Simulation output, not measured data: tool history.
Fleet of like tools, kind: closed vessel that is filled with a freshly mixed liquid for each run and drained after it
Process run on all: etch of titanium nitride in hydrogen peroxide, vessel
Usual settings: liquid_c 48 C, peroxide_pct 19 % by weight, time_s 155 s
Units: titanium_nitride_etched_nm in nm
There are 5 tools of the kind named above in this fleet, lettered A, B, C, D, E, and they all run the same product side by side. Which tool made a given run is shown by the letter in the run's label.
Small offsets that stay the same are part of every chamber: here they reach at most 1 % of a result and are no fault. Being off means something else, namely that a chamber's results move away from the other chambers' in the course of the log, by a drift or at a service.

run	day	liquid_c	peroxide_pct	time_s	read-back film thickness of the titanium nitride reference wafer, read on the same gauge (nm)	titanium_nitride_etched_nm
1E	0.333	48	19	155	89.974	10.771
2B	0.542	48	19	155	90.03	10.954
3C	0.921	48	19	155	90.04	10.84
4D	1.279	48	19	155	90.023	11.007
5A	1.75	48	19	155	89.968	10.779
6E	2.104	48	21	155	90.002	11.202
7A	2.317	48	21	155	90.004	10.96
# day 2.629: chamber D: new drum of peroxide connected
8B	2.767	48	21	155	89.993	11.251
9C	3.138	48	21	155	90.009	11.255
10D	3.504	48	21	155	90.012	11.208
# day 3.75: chamber C: new drum of peroxide connected
11B	3.825	48	19	155	90.029	10.908
12C	4.083	48	19	155	89.988	10.926
13E	4.55	48	19	155	89.991	10.673
14D	4.775	48	19	155	90.041	11.106
15A	5.083	48	19	155	89.97	10.843
16A	5.312	48	19	155	89.976	10.778
17B	5.783	48	19	155	90.026	10.71
18C	6.108	57	16.5	155	90.004	19.942
19D	6.554	57	16.5	155	90.054	19.874
20E	6.95	57	16.5	155	89.97	20.021
21A	7.25	57	16.5	155	90.016	20.094
22E	7.462	57	16.5	155	90.003	20.041
# day 7.596: chamber B: new drum of peroxide connected
# day 7.754: chamber C: peroxide flow meter replaced
23D	7.867	48	19	155	90.019	11.038
24B	8.142	48	19	155	90.042	10.39
25C	8.354	48	19	155	90.044	10.895
26B	8.567	39.5	23.5	155	90.006	5.7551
27C	9.038	39.5	23.5	155	90.046	6.1303
28E	9.296	39.5	23.5	155	90.011	6.1101
# day 9.458: chamber A: thermometer replaced
29A	9.6	39.5	23.5	155	89.966	6.0368
30D	10.062	39.5	23.5	155	89.994	6.1296
# day 10.079: chamber A: peroxide flow meter replaced
31C	10.304	48	19	155	89.963	10.887
# day 10.5: chamber D: thermometer replaced
32B	10.746	48	19	155	90.041	10.068
33A	11.075	54	24	155	90.032	17.525
34E	11.333	54	24	155	90.056	17.509
35D	11.546	54	24	155	90.039	17.565
36A	11.912	54	24	155	89.984	17.617
37E	12.158	54	24	155	90.029	17.55

Each of the 5 chambers runs these same settings next. Fill in every chamber's results:
38A	12.5	51	19	155		?
38B	12.5	51	19	155		?
38C	12.5	51	19	155		?
38D	12.5	51	19	155		?
38E	12.5	51	19	155		?

run	titanium_nitride_etched_nm
38A	13.539
38B	12.298
38C	13.499
38D	13.647
38E	13.468
